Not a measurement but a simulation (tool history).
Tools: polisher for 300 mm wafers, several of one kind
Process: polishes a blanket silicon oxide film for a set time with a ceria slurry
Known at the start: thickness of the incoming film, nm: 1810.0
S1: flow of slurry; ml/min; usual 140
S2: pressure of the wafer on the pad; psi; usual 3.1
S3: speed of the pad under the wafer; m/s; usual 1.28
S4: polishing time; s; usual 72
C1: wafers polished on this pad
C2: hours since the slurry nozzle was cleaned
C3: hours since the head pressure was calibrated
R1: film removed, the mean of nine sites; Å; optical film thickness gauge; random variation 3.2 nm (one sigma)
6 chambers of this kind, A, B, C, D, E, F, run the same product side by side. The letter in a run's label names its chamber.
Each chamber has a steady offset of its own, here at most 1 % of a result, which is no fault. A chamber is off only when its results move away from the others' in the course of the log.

run,hour,S1,S2,S3,S4,C1,C2,C3,R1
1C,5.6,140,3.1,1.28,72,236,349.8,892.7,3784.8
# hour 6.6: chamber E: worn pad replaced by a new one
2F,10.4,140,3.1,1.28,72,505,177.4,302.4,3817.9
3D,14.1,140,3.1,1.28,72,691,350.9,434.1,3739.5
4E,16.6,140,3.1,1.28,72,122,548.3,129.5,3798.5
# hour 20.1: chamber D: worn pad replaced by a new one
5A,21.5,140,3.1,1.28,72,843,160.9,448.6,3710.7
6B,24.1,140,3.1,1.28,72,918,330.3,1043.9,3805.2
# hour 24.2: chamber E: slurry nozzle cleaned
7F,29.1,140,3.1,1.28,72,732,196.1,321.1,3780.1
# hour 31.5: chamber A: worn pad replaced by a new one
8C,33.0,140,3.1,1.28,72,569,377.2,920.1,3837.2
# hour 33.5: chamber F: worn pad replaced by a new one
9D,35.6,140,3.1,1.28,72,188,372.4,455.6,3816.8
10E,39.5,140,3.1,1.62,93,400,15.3,152.4,6149.8
11A,43.0,140,3.1,1.62,93,140,182.4,470.1,6200.1
12B,45.8,140,3.1,1.62,93,1182,352.0,1065.6,6216.4
13A,48.7,140,3.1,1.62,93,210,188.1,475.8,6180.1
14B,51.9,140,3.1,1.62,93,1256,358.1,1071.7,6205.9
15F,55.8,140,3.1,1.62,93,271,222.8,347.8,6160.6
# hour 56.8: chamber C: worn pad replaced by a new one
# hour 59.4: chamber B: worn pad replaced by a new one
16C,61.4,140,3.1,1.28,72,55,405.6,948.5,3658.7
17E,64.9,140,3.1,1.28,72,709,40.7,177.8,3794.9
18D,68.0,140,3.1,1.28,72,582,404.8,488.0,3748.2
# hour 70.4: chamber E: worn pad replaced by a new one
19A,70.5,140,3.5,1.28,72,474,209.9,497.6,4290.1
20F,74.6,140,3.5,1.28,72,499,241.6,366.6,4327.9
21C,77.1,140,3.5,1.28,72,246,421.3,964.2,4170.7
22B,80.7,140,3.5,1.28,72,259,386.9,1100.5,4237.5
# hour 83.5: chamber D: worn pad replaced by a new one
23D,83.8,140,3.5,1.28,72,4,420.6,503.8,4226.0
24E,88.9,140,3.5,1.28,72,225,64.7,201.8,4322.9
25F,92.8,140,3.1,1.28,72,721,259.8,384.8,3801.1
26A,97.1,140,3.1,1.28,72,798,236.5,524.2,3835.0
# hour 101.4: chamber F: worn pad replaced by a new one
27B,101.5,140,3.1,1.28,72,511,407.7,1121.3,3838.9
# hour 103.2: chamber F: head pressure recalibrated
28D,104.7,140,3.1,1.28,72,258,441.5,524.7,3807.4
# hour 109.4: chamber A: worn pad replaced by a new one
29E,110.2,140,3.1,1.28,72,483,86.0,223.1,3803.4
30C,115.1,140,3.1,1.28,72,708,459.3,1002.2,3634.6
31B,117.6,185,3.1,1.28,72,707,423.8,1137.4,3988.9
32A,121.4,185,3.1,1.28,72,145,260.8,548.5,3977.3
33F,125.2,185,3.1,1.28,72,289,292.2,22.1,3944.9
34E,130.1,185,3.1,1.28,72,725,105.9,243.0,3946.5
# hour 133.3: chamber E: worn pad replaced by a new one
35D,134.3,185,3.1,1.28,72,618,471.1,554.3,3901.4
36C,137.5,185,3.1,1.28,72,980,481.7,1024.6,3787.6
37F,143.1,140,3.1,1.28,72,507,310.1,40.0,3836.1
38B,146.3,140,3.1,1.28,72,1056,452.5,1166.1,3832.2
# hour 147.2: chamber C: worn pad replaced by a new one
39E,148.8,140,2.5,1.28,94,189,124.6,261.7,3977.6
# hour 153.0: chamber D: worn pad replaced by a new one
40C,153.2,140,2.5,1.28,94,73,497.4,1040.3,3684.5
41D,156.3,140,2.5,1.28,94,40,493.1,576.3,3934.4

What goes on in this fleet: one chamber off, a drifting gauge, or nothing beyond the chambers' own small offsets? Name the chamber and the cause, if any.

Chamber C drifts away from the others.
Cause: slurry flow missing at the pad, % = 34.5.
The log may not tell that from: head's pressure below its setpoint, %.

Here are 4 candidates for chamber C's next run, each the usual settings with a change, their results left as question marks. Which one brings its results back in line with what the others give on the usual settings?
In line means no further than this from the other chambers' mean on the usual settings: R1 110.0 Å
42C-1,160.4,140,3.1,1.26,71,,,,?
42C-2,160.4,135,3.1,1.28,66,,,,?
42C-3,160.4,140,3.2,1.32,74,,,,?
42C-4,160.4,140,3.1,1.30,73,,,,?

The other chambers' mean on the usual settings: R1 3780.8 Å
run,R1
42C-1,3353.7
42C-2,3136.4
42C-3,3781.5
42C-4,3559.3
42C-3 brings the chamber back in line.
